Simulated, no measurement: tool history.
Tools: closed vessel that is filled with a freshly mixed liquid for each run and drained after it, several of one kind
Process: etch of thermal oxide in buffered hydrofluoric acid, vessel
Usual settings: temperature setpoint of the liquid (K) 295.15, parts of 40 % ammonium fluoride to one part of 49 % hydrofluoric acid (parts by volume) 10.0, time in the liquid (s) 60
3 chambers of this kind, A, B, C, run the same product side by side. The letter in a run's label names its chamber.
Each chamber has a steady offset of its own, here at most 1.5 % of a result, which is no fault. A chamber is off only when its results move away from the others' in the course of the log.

run,day,temperature setpoint of the liquid (K),parts of 40 % ammonium fluoride to one part of 49 % hydrofluoric acid (parts by volume),time in the liquid (s),hours since the thermometer was replaced,hours since the hydrofluoric acid flow meter was replaced,"read-back film thickness of the thermal oxide reference wafer, read on the same gauge (nm)",thickness taken off the thermal oxide on a monitor wafer (Å)
1B,0.433,295.15,10.0,60,1527.8,1315.1,69.994,648.77
2A,0.883,295.15,10.0,60,631.7,303.8,70.025,642.58
# day 1.400: chamber C: hydrofluoric acid flow meter replaced
3C,1.450,295.15,10.0,60,664.8,1.2,70.039,649.14
4A,1.712,295.15,10.0,60,651.6,323.7,69.994,643.77
5B,1.992,295.15,10.0,60,1565.2,1352.5,69.978,652.75
6C,2.283,295.15,10.0,60,684.8,21.2,69.997,643.68
7C,2.808,297.15,10.0,60,697.4,33.8,69.996,725.78
8A,3.096,297.15,10.0,60,684.8,356.9,69.961,722.69
9B,3.583,297.15,10.0,60,1603.4,1390.7,69.952,727.37
10C,4.025,295.15,10.0,60,726.6,63.0,70.027,644.52
11B,4.446,295.15,11.5,85,1624.1,1411.4,69.956,811.78
12A,4.738,295.15,11.5,85,724.2,396.3,70.014,810.61
13A,5.221,295.15,11.5,85,735.8,407.9,70.000,801.55
14C,5.667,292.65,10.0,35,766.0,102.4,69.987,334.94
# day 5.833: chamber A: hydrofluoric acid flow meter replaced
15B,5.908,292.65,10.0,35,1659.2,1446.5,69.939,326.53
16C,6.392,292.65,10.0,35,783.4,119.8,70.011,340.93
17A,6.779,292.15,10.0,60,773.2,22.8,70.026,547.91
18B,7.262,292.15,10.0,60,1691.7,1479.0,70.056,544.75
19C,7.562,292.15,10.0,60,811.5,147.9,69.993,580.80
20B,7.875,295.15,10.0,60,1706.4,1493.7,69.999,644.43
21A,8.196,295.15,10.0,60,807.2,56.8,69.986,640.16
22B,8.633,295.15,10.0,60,1724.6,1511.9,70.004,650.82
23A,9.083,295.15,7.0,30,828.5,78.1,69.998,445.27
24C,9.467,295.15,7.0,30,857.2,193.6,69.974,489.28
25A,9.829,295.15,7.0,30,846.4,96.0,70.042,446.17
26B,10.321,295.15,10.0,60,1765.1,1552.4,70.004,643.97
27C,10.775,295.15,10.0,60,888.6,225.0,69.985,698.13

Next, every chamber runs the same settings. What will each give?
28A,11.179,295.15,10.0,60,,,,?
28B,11.179,295.15,10.0,60,,,,?
28C,11.179,295.15,10.0,60,,,,?

run,thickness taken off the thermal oxide on a monitor wafer (Å)
28A,648.17
28B,641.58
28C,714.30

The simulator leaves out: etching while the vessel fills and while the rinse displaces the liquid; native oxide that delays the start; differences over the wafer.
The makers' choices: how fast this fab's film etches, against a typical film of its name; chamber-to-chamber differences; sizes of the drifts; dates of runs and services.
